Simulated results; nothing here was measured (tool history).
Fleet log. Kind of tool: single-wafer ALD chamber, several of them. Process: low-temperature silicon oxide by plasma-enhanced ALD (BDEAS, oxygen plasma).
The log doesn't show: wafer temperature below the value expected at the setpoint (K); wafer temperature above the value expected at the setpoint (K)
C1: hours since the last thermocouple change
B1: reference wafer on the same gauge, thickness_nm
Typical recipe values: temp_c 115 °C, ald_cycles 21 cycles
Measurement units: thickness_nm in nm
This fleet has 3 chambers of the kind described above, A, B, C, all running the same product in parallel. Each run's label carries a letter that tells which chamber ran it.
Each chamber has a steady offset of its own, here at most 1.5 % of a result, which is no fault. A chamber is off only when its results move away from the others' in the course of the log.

{"run": "1A", "hour": 4.6, "temp_c": 115, "ald_cycles": 21, "C1": 206.2, "B1": 3.447, "thickness_nm": 2.899}
{"run": "2B", "hour": 9.4, "temp_c": 115, "ald_cycles": 21, "C1": 680.7, "B1": 3.4513, "thickness_nm": 2.9457}
{"run": "3C", "hour": 13.8, "temp_c": 115, "ald_cycles": 21, "C1": 456.1, "B1": 3.4485, "thickness_nm": 2.9552}
{"run": "4B", "hour": 18.6, "temp_c": 115, "ald_cycles": 21, "C1": 689.9, "B1": 3.4512, "thickness_nm": 2.9312}
{"run": "5A", "hour": 21.6, "temp_c": 102, "ald_cycles": 21, "C1": 223.2, "B1": 3.4483, "thickness_nm": 2.9557}
{"run": "6C", "hour": 27.0, "temp_c": 102, "ald_cycles": 21, "C1": 469.3, "B1": 3.4499, "thickness_nm": 3.0041}
{"run": "7A", "hour": 29.8, "temp_c": 102, "ald_cycles": 21, "C1": 231.4, "B1": 3.4496, "thickness_nm": 2.962}
{"run": "8C", "hour": 34.6, "temp_c": 115, "ald_cycles": 21, "C1": 476.9, "B1": 3.4502, "thickness_nm": 2.9274}
{"run": "9B", "hour": 37.5, "temp_c": 115, "ald_cycles": 21, "C1": 708.8, "B1": 3.45, "thickness_nm": 2.9212}
{"run": "10A", "hour": 43.6, "temp_c": 115, "ald_cycles": 21, "C1": 245.2, "B1": 3.4504, "thickness_nm": 2.9001}
{"run": "11B", "hour": 46.9, "temp_c": 115, "ald_cycles": 21, "C1": 718.2, "B1": 3.4467, "thickness_nm": 2.9484}
{"run": "12C", "hour": 52.3, "temp_c": 115, "ald_cycles": 21, "C1": 494.6, "B1": 3.4516, "thickness_nm": 2.9213}
{"run": "13C", "hour": 57.0, "temp_c": 115, "ald_cycles": 21, "C1": 499.3, "B1": 3.447, "thickness_nm": 2.9329}
{"run": "14B", "hour": 59.8, "temp_c": 115, "ald_cycles": 21, "C1": 731.1, "B1": 3.4499, "thickness_nm": 2.9204}
{"run": "15A", "hour": 63.2, "temp_c": 115, "ald_cycles": 21, "C1": 264.8, "B1": 3.4481, "thickness_nm": 2.8961}
{"run": "16C", "hour": 66.5, "temp_c": 115, "ald_cycles": 21, "C1": 508.8, "B1": 3.4495, "thickness_nm": 2.9218}
{"run": "17A", "hour": 70.8, "temp_c": 115, "ald_cycles": 21, "C1": 272.4, "B1": 3.4517, "thickness_nm": 2.8845}
{"run": "18B", "hour": 76.4, "temp_c": 115, "ald_cycles": 21, "C1": 747.7, "B1": 3.45, "thickness_nm": 2.9341}
{"run": "19C", "hour": 79.0, "temp_c": 115, "ald_cycles": 21, "C1": 521.3, "B1": 3.4497, "thickness_nm": 2.9375}
{"run": "20A", "hour": 83.8, "temp_c": 115, "ald_cycles": 21, "C1": 285.4, "B1": 3.4503, "thickness_nm": 2.8823}
{"run": "21B", "hour": 89.9, "temp_c": 115, "ald_cycles": 21, "C1": 761.2, "B1": 3.4479, "thickness_nm": 2.9325}
{"run": "22A", "hour": 94.6, "temp_c": 115, "ald_cycles": 21, "C1": 296.2, "B1": 3.4484, "thickness_nm": 2.8814}
{"run": "23B", "hour": 97.7, "temp_c": 115, "ald_cycles": 21, "C1": 769.0, "B1": 3.4468, "thickness_nm": 2.9439}
{"run": "24C", "hour": 102.1, "temp_c": 115, "ald_cycles": 21, "C1": 544.4, "B1": 3.4504, "thickness_nm": 2.9163}
{"run": "25B", "hour": 105.7, "temp_c": 115, "ald_cycles": 21, "C1": 777.0, "B1": 3.4461, "thickness_nm": 2.9393}
{"run": "26A", "hour": 108.7, "temp_c": 115, "ald_cycles": 24, "C1": 310.3, "B1": 3.4486, "thickness_nm": 3.2995}
{"run": "27C", "hour": 113.1, "temp_c": 115, "ald_cycles": 24, "C1": 555.4, "B1": 3.4482, "thickness_nm": 3.3647}
{"run": "28A", "hour": 117.8, "temp_c": 115, "ald_cycles": 24, "C1": 319.4, "B1": 3.4489, "thickness_nm": 3.304}
{"run": "29B", "hour": 123.9, "temp_c": 115, "ald_cycles": 21, "C1": 795.2, "B1": 3.4465, "thickness_nm": 2.9479}
{"run": "30C", "hour": 127.3, "temp_c": 115, "ald_cycles": 21, "C1": 569.6, "B1": 3.4507, "thickness_nm": 2.9286}
{"run": "31B", "hour": 132.4, "temp_c": 115, "ald_cycles": 21, "C1": 803.7, "B1": 3.4475, "thickness_nm": 2.9358}
{"run": "32A", "hour": 135.5, "temp_c": 105, "ald_cycles": 19, "C1": 337.1, "B1": 3.4487, "thickness_nm": 2.6619}
{"run": "33C", "hour": 141.5, "temp_c": 105, "ald_cycles": 19, "C1": 583.8, "B1": 3.4494, "thickness_nm": 2.7146}
{"run": "34C", "hour": 144.7, "temp_c": 105, "ald_cycles": 19, "C1": 587.0, "B1": 3.4513, "thickness_nm": 2.7068}

Next, all 3 chambers run the settings below, one line each with question marks for the results. What does each chamber give?
{"run": "35A", "hour": 149.0, "temp_c": 126, "ald_cycles": 21, "thickness_nm": "?"}
{"run": "35B", "hour": 149.0, "temp_c": 126, "ald_cycles": 21, "thickness_nm": "?"}
{"run": "35C", "hour": 149.0, "temp_c": 126, "ald_cycles": 21, "thickness_nm": "?"}

run=35A thickness_nm=2.8406
run=35B thickness_nm=2.8750
run=35C thickness_nm=2.8577
